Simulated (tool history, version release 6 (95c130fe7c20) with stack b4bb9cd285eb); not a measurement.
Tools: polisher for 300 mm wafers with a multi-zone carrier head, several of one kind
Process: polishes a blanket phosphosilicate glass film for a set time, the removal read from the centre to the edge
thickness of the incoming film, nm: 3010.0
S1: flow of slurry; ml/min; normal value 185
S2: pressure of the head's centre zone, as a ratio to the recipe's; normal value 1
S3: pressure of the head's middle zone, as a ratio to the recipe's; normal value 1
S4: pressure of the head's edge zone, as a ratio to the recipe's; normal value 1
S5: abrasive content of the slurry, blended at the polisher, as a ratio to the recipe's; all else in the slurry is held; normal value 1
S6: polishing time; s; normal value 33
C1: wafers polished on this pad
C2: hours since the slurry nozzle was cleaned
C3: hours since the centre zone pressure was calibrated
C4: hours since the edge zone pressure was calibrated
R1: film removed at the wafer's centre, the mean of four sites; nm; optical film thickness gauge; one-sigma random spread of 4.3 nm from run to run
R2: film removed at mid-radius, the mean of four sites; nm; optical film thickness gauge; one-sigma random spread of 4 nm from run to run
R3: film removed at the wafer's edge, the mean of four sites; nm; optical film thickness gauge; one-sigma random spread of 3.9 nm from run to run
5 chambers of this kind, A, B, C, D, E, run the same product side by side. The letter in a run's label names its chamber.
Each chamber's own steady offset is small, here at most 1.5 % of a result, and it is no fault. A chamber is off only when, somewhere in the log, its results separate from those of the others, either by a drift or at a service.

| run | hour | S1 | S2 | S3 | S4 | S5 | S6 | C1 | C2 | C3 | C4 | R1 | R2 | R3 |
|---|---|---|---|---|---|---|---|---|---|---|---|---|---|---|
| 1D | 6.4 | 185 | 1 | 1 | 1 | 1 | 33 | 384 | 484.8 | 640.5 | 560.7 | 288.03 | 298.82 | 296.59 |
| 2E | 11.2 | 185 | 1 | 1 | 1 | 1 | 33 | 544 | 234.9 | 23.5 | 368.9 | 293.69 | 290.92 | 298.01 |
| 3B | 17.5 | 185 | 1 | 1 | 1 | 1 | 33 | 330 | 480.2 | 25.5 | 858 | 284.72 | 296.58 | 293.89 |
|  | 18.6 | chamber A: worn pad replaced by a new one |
| 4C | 23.3 | 185 | 1 | 1 | 1 | 1 | 33 | 600 | 246.6 | 977.8 | 153.2 | 288.21 | 294.82 | 293.26 |
|  | 25.2 | chamber C: slurry nozzle cleaned |
|  | 28.1 | chamber C: worn pad replaced by a new one |
| 5A | 30 | 185 | 1 | 1 | 1 | 1 | 33 | 152 | 208 | 623.9 | 546.8 | 292.07 | 296.95 | 290.15 |
| 6E | 34.3 | 185 | 1 | 1 | 1 | 1 | 33 | 853 | 258 | 46.6 | 392 | 292.16 | 291.93 | 299.1 |
| 7B | 38.8 | 185 | 1 | 1 | 1 | 1 | 33 | 615 | 501.5 | 46.8 | 879.3 | 293.01 | 294.98 | 289.78 |
| 8C | 43.5 | 185 | 1 | 1 | 1 | 1 | 33 | 207 | 18.4 | 998 | 173.4 | 300.26 | 299.53 | 302.71 |
|  | 47.2 | chamber B: worn pad replaced by a new one |
| 9A | 50.3 | 185 | 1 | 1 | 1 | 1 | 33 | 424 | 228.3 | 644.2 | 567.1 | 295.92 | 298.51 | 290.81 |
|  | 56.5 | chamber A: slurry nozzle cleaned |
| 10D | 57.5 | 185 | 1 | 1 | 1 | 1 | 33 | 1068 | 535.9 | 691.6 | 611.8 | 288.95 | 295.88 | 291.32 |
| 11A | 64.7 | 185 | 1 | 1 | 1 | 1 | 33 | 617 | 8.2 | 658.6 | 581.5 | 299.18 | 298.74 | 293.61 |
|  | 65.8 | chamber E: worn pad replaced by a new one |
|  | 67.3 | chamber D: edge zone pressure recalibrated |
|  | 69.7 | chamber D: worn pad replaced by a new one |
| 12E | 72 | 185 | 1 | 1 | 1 | 1 | 33 | 83 | 295.7 | 84.3 | 429.7 | 294.15 | 294.82 | 294.08 |
|  | 73.1 | chamber A: worn pad replaced by a new one |
| 13B | 75.4 | 185 | 1 | 1 | 1 | 1 | 33 | 378 | 538.1 | 83.4 | 915.9 | 293.73 | 298.12 | 298.08 |
|  | 79.2 | chamber C: centre zone pressure recalibrated |
|  | 81.9 | chamber B: slurry nozzle cleaned |
| 14C | 82.5 | 185 | 1 | 1 | 1 | 1 | 33 | 729 | 57.4 | 3.4 | 212.4 | 336.11 | 290.63 | 287.61 |
| 15D | 89 | 185 | 1 | 1 | 1 | 1 | 33 | 259 | 567.4 | 723.1 | 21.7 | 296.56 | 297.95 | 297.31 |
|  | 91.4 | chamber C: worn pad replaced by a new one |
| 16B | 93.8 | 185 | 1 | 1 | 1 | 1 | 33 | 625 | 11.9 | 101.8 | 934.3 | 290.63 | 291.13 | 289.86 |
|  | 97.2 | chamber A: centre zone pressure recalibrated |
| 17C | 100.5 | 185 | 1 | 1 | 1.07 | 1 | 33 | 122 | 75.4 | 21.4 | 230.4 | 329.46 | 298.29 | 305.03 |
| 18A | 106.1 | 185 | 1 | 1 | 1.07 | 1 | 33 | 443 | 49.6 | 9 | 622.9 | 298.47 | 297.59 | 300.65 |
|  | 109.2 | chamber B: worn pad replaced by a new one |
| 19D | 109.3 | 185 | 1 | 1 | 1.07 | 1 | 33 | 531 | 587.7 | 743.4 | 42 | 292.27 | 302.54 | 311.47 |
| 20E | 113.6 | 185 | 1 | 1 | 1.07 | 1 | 33 | 641 | 337.3 | 125.9 | 471.3 | 295.45 | 294.31 | 301.26 |
| 21E | 118.8 | 185 | 1 | 1 | 1.07 | 1 | 33 | 710 | 342.5 | 131.1 | 476.5 | 292.45 | 295.32 | 300.42 |
| 22C | 126.2 | 185 | 1 | 1 | 1 | 1 | 33 | 466 | 101.1 | 47.1 | 256.1 | 333.63 | 298.2 | 293.78 |
|  | 127 | chamber B: edge zone pressure recalibrated |
|  | 128.8 | chamber A: worn pad replaced by a new one |
| 23B | 131 | 185 | 1 | 1 | 1 | 1 | 33 | 292 | 49.1 | 139 | 4.1 | 288.76 | 292.52 | 292.92 |
| 24D | 136.9 | 185 | 1 | 1 | 1 | 1 | 33 | 901 | 615.3 | 771 | 69.6 | 295.03 | 297.51 | 296.79 |
| 25A | 140.7 | 185 | 1 | 1 | 1 | 1 | 33 | 159 | 84.2 | 43.6 | 657.5 | 298.63 | 298.53 | 292.3 |
| 26E | 145.9 | 185 | 1 | 1 | 1 | 1 | 33 | 1073 | 369.6 | 158.2 | 503.6 | 292.45 | 301.27 | 294.58 |
|  | 149.1 | chamber C: worn pad replaced by a new one |
| 27D | 150.9 | 185 | 1 | 1 | 1 | 1 | 33 | 1088 | 629.3 | 785 | 83.6 | 289.21 | 294.25 | 293.78 |
| 28A | 155.1 | 185 | 1 | 1 | 1 | 1 | 33 | 352 | 98.6 | 58 | 671.9 | 301.59 | 303.88 | 292.31 |
| 29C | 158.4 | 185 | 1 | 1 | 1 | 1 | 33 | 125 | 133.3 | 79.3 | 288.3 | 332.54 | 306.08 | 293.62 |
|  | 158.9 | chamber D: worn pad replaced by a new one |
| 30B | 163.2 | 185 | 1 | 1 | 1 | 1 | 33 | 723 | 81.3 | 171.2 | 36.3 | 290.97 | 291.78 | 289.17 |
|  | 164.2 | chamber E: worn pad replaced by a new one |
| 31A | 167.9 | 185 | 1 | 1 | 1 | 1 | 33 | 524 | 111.4 | 70.8 | 684.7 | 300.41 | 301.52 | 297.96 |
| 32C | 172 | 185 | 1 | 1 | 1 | 1 | 33 | 307 | 146.9 | 92.9 | 301.9 | 338.22 | 294.41 | 293.61 |
|  | 172.8 | chamber B: worn pad replaced by a new one |
| 33B | 176.9 | 185 | 1 | 1 | 1 | 1 | 33 | 55 | 95 | 184.9 | 50 | 301.02 | 297.61 | 291.52 |
| 34D | 182.7 | 185 | 1 | 1 | 1 | 1 | 33 | 319 | 661.1 | 816.8 | 115.4 | 301.29 | 305.66 | 294.87 |
| 35E | 189.1 | 185 | 1 | 1.08 | 0.89 | 1 | 33 | 334 | 412.8 | 201.4 | 546.8 | 288.98 | 319.44 | 277.44 |
|  | 194.6 | chamber A: worn pad replaced by a new one |
| 36E | 195.9 | 185 | 1 | 1.08 | 0.89 | 1 | 33 | 425 | 419.6 | 208.2 | 553.6 | 295.53 | 321.01 | 278.12 |
| 37B | 202.5 | 185 | 1 | 1.08 | 0.89 | 1 | 33 | 397 | 120.6 | 210.5 | 75.6 | 294.54 | 320.31 | 279.74 |
| 38C | 208.4 | 185 | 1 | 1.08 | 0.89 | 1 | 33 | 795 | 183.3 | 129.3 | 338.3 | 330.35 | 314.16 | 280.88 |
| 39D | 214.3 | 185 | 1 | 1.08 | 0.89 | 1 | 33 | 742 | 692.7 | 848.4 | 147 | 295.08 | 317.16 | 273.03 |
| 40A | 220.9 | 185 | 1 | 1 | 1 | 1 | 33 | 353 | 164.4 | 123.8 | 737.7 | 294.15 | 296.95 | 294.56 |
| 41A | 228.4 | 185 | 1 | 1 | 1 | 1 | 33 | 454 | 171.9 | 131.3 | 745.2 | 299 | 292.19 | 296.32 |

Does one chamber stand apart from the rest, does the shared gauge drift, or is all well apart from small per-chamber offsets? Give the chamber and the most likely cause, where there is one.

A service left chamber C off against the others.
Most likely cause: centre zone's pressure above its setpoint, % = 11.9.

Here are 4 candidates for chamber C's next run, each the usual settings with a change, their results left as question marks. Which one brings its results back in line with what the others give on the usual settings?
Allowed miss from the other chambers' usual-settings mean, per result, to count as in line: R1 15 nm; R2 14 nm; R3 13 nm
| 42C-1 | 233.8 | 180 | 0.91 | 1.01 | 1.03 | 1 | 33 |  |  |  |  | ? | ? | ? |
| 42C-2 | 233.8 | 200 | 1.16 | 0.97 | 0.94 | 1 | 34 |  |  |  |  | ? | ? | ? |
| 42C-3 | 233.8 | 195 | 1.1 | 0.98 | 0.96 | 1 | 34 |  |  |  |  | ? | ? | ? |
| 42C-4 | 233.8 | 175 | 0.85 | 1.02 | 1.06 | 1 | 32 |  |  |  |  | ? | ? | ? |

On the usual settings, the other chambers give on average: R1 294.85 nm; R2 294.38 nm; R3 293.88 nm
| run | R1 | R2 | R3 |
|---|---|---|---|
| 42C-1 | 301.73 | 299.4 | 300.01 |
| 42C-2 | 413 | 301.73 | 298.25 |
| 42C-3 | 388.24 | 303.53 | 300.65 |
| 42C-4 | 269.78 | 291.7 | 294.44 |
It is 42C-1 that realigns the chamber with its peers.
